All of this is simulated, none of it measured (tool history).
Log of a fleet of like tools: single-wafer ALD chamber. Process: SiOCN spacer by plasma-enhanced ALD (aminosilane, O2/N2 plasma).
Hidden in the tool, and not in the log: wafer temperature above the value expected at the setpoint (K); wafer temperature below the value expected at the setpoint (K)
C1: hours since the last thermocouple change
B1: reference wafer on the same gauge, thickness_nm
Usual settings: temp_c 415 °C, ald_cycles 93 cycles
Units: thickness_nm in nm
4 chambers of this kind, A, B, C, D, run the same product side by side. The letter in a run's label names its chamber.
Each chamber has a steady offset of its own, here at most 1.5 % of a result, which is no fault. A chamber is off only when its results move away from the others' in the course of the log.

{"run": "1A", "hour": 6.9, "temp_c": 415, "ald_cycles": 93, "C1": 8.4, "B1": 4.5788, "thickness_nm": 5.3973}
{"run": "2C", "hour": 10.2, "temp_c": 415, "ald_cycles": 93, "C1": 1642.3, "B1": 4.5817, "thickness_nm": 5.318}
{"run": "3B", "hour": 16.8, "temp_c": 415, "ald_cycles": 93, "C1": 2235.6, "B1": 4.5784, "thickness_nm": 5.3503}
{"run": "4D", "hour": 20.5, "temp_c": 415, "ald_cycles": 93, "C1": 487.7, "B1": 4.5806, "thickness_nm": 5.3777}
{"run": "5A", "hour": 27.2, "temp_c": 415, "ald_cycles": 93, "C1": 28.7, "B1": 4.5792, "thickness_nm": 5.4243}
{"run": "6B", "hour": 34.1, "temp_c": 401, "ald_cycles": 93, "C1": 2252.9, "B1": 4.5774, "thickness_nm": 5.6061}
{"run": "7C", "hour": 39.2, "temp_c": 401, "ald_cycles": 93, "C1": 1671.3, "B1": 4.5808, "thickness_nm": 5.551}
{"run": "8D", "hour": 44.0, "temp_c": 401, "ald_cycles": 93, "C1": 511.2, "B1": 4.5805, "thickness_nm": 5.6103}
{"run": "9B", "hour": 47.6, "temp_c": 401, "ald_cycles": 93, "C1": 2266.4, "B1": 4.5859, "thickness_nm": 5.607}
{"run": "10A", "hour": 51.1, "temp_c": 415, "ald_cycles": 93, "C1": 52.6, "B1": 4.5794, "thickness_nm": 5.3944}
{"run": "11C", "hour": 55.9, "temp_c": 415, "ald_cycles": 93, "C1": 1688, "B1": 4.5826, "thickness_nm": 5.3067}
{"run": "12D", "hour": 62.4, "temp_c": 415, "ald_cycles": 93, "C1": 529.6, "B1": 4.5788, "thickness_nm": 5.4141}
{"run": "13B", "hour": 67.3, "temp_c": 415, "ald_cycles": 93, "C1": 2286.1, "B1": 4.5791, "thickness_nm": 5.3761}
{"run": "14C", "hour": 72.7, "temp_c": 415, "ald_cycles": 93, "C1": 1704.8, "B1": 4.5786, "thickness_nm": 5.3055}
{"run": "15D", "hour": 77.7, "temp_c": 415, "ald_cycles": 93, "C1": 544.9, "B1": 4.5762, "thickness_nm": 5.352}
{"run": "16A", "hour": 82.4, "temp_c": 421, "ald_cycles": 80, "C1": 83.9, "B1": 4.5774, "thickness_nm": 4.5327}
{"run": "17B", "hour": 88.1, "temp_c": 421, "ald_cycles": 80, "C1": 2306.9, "B1": 4.5792, "thickness_nm": 4.5348}
{"run": "18A", "hour": 93.9, "temp_c": 421, "ald_cycles": 80, "C1": 95.4, "B1": 4.5818, "thickness_nm": 4.6393}
{"run": "19C", "hour": 98.7, "temp_c": 421, "ald_cycles": 80, "C1": 1730.8, "B1": 4.5745, "thickness_nm": 4.4859}
{"run": "20D", "hour": 105.4, "temp_c": 415, "ald_cycles": 93, "C1": 572.6, "B1": 4.5865, "thickness_nm": 5.405}
{"run": "21A", "hour": 111.8, "temp_c": 415, "ald_cycles": 93, "C1": 113.3, "B1": 4.5838, "thickness_nm": 5.4006}
{"run": "22B", "hour": 116.7, "temp_c": 415, "ald_cycles": 93, "C1": 2335.5, "B1": 4.5808, "thickness_nm": 5.3364}
{"run": "23D", "hour": 122.3, "temp_c": 426, "ald_cycles": 77, "C1": 589.5, "B1": 4.586, "thickness_nm": 4.3026}
{"run": "24C", "hour": 125.8, "temp_c": 426, "ald_cycles": 77, "C1": 1757.9, "B1": 4.5797, "thickness_nm": 4.2515}
{"run": "25D", "hour": 132.3, "temp_c": 426, "ald_cycles": 77, "C1": 599.5, "B1": 4.5828, "thickness_nm": 4.2763}
{"run": "26B", "hour": 139.0, "temp_c": 426, "ald_cycles": 77, "C1": 2357.8, "B1": 4.5856, "thickness_nm": 4.254}
{"run": "27A", "hour": 143.9, "temp_c": 415, "ald_cycles": 93, "C1": 145.4, "B1": 4.5817, "thickness_nm": 5.4604}
{"run": "28C", "hour": 151.5, "temp_c": 401, "ald_cycles": 102, "C1": 1783.6, "B1": 4.575, "thickness_nm": 6.1091}
{"run": "29A", "hour": 155.0, "temp_c": 401, "ald_cycles": 102, "C1": 156.5, "B1": 4.5796, "thickness_nm": 6.2121}
{"run": "30C", "hour": 160.7, "temp_c": 401, "ald_cycles": 102, "C1": 1792.8, "B1": 4.5796, "thickness_nm": 6.1057}
{"run": "31B", "hour": 164.3, "temp_c": 401, "ald_cycles": 102, "C1": 2383.1, "B1": 4.5842, "thickness_nm": 6.164}
{"run": "32D", "hour": 171.7, "temp_c": 415, "ald_cycles": 102, "C1": 638.9, "B1": 4.5865, "thickness_nm": 5.8515}
{"run": "33A", "hour": 178.4, "temp_c": 415, "ald_cycles": 102, "C1": 179.9, "B1": 4.5774, "thickness_nm": 5.9822}
{"run": "34D", "hour": 183.1, "temp_c": 415, "ald_cycles": 102, "C1": 650.3, "B1": 4.5802, "thickness_nm": 5.8944}
{"run": "35B", "hour": 189.4, "temp_c": 415, "ald_cycles": 102, "C1": 2408.2, "B1": 4.575, "thickness_nm": 5.8576}
{"run": "36C", "hour": 196.7, "temp_c": 415, "ald_cycles": 93, "C1": 1828.8, "B1": 4.5808, "thickness_nm": 5.3043}
{"run": "37B", "hour": 200.1, "temp_c": 415, "ald_cycles": 93, "C1": 2418.9, "B1": 4.5821, "thickness_nm": 5.3633}
{"run": "38A", "hour": 206.7, "temp_c": 415, "ald_cycles": 93, "C1": 208.2, "B1": 4.5792, "thickness_nm": 5.4285}

Is one chamber off against the others, does the gauge drift, or is nothing wrong? If a chamber is off, say which, and what the likeliest cause is.

No chamber stands off beyond its own small offset, and the gauge holds steady.
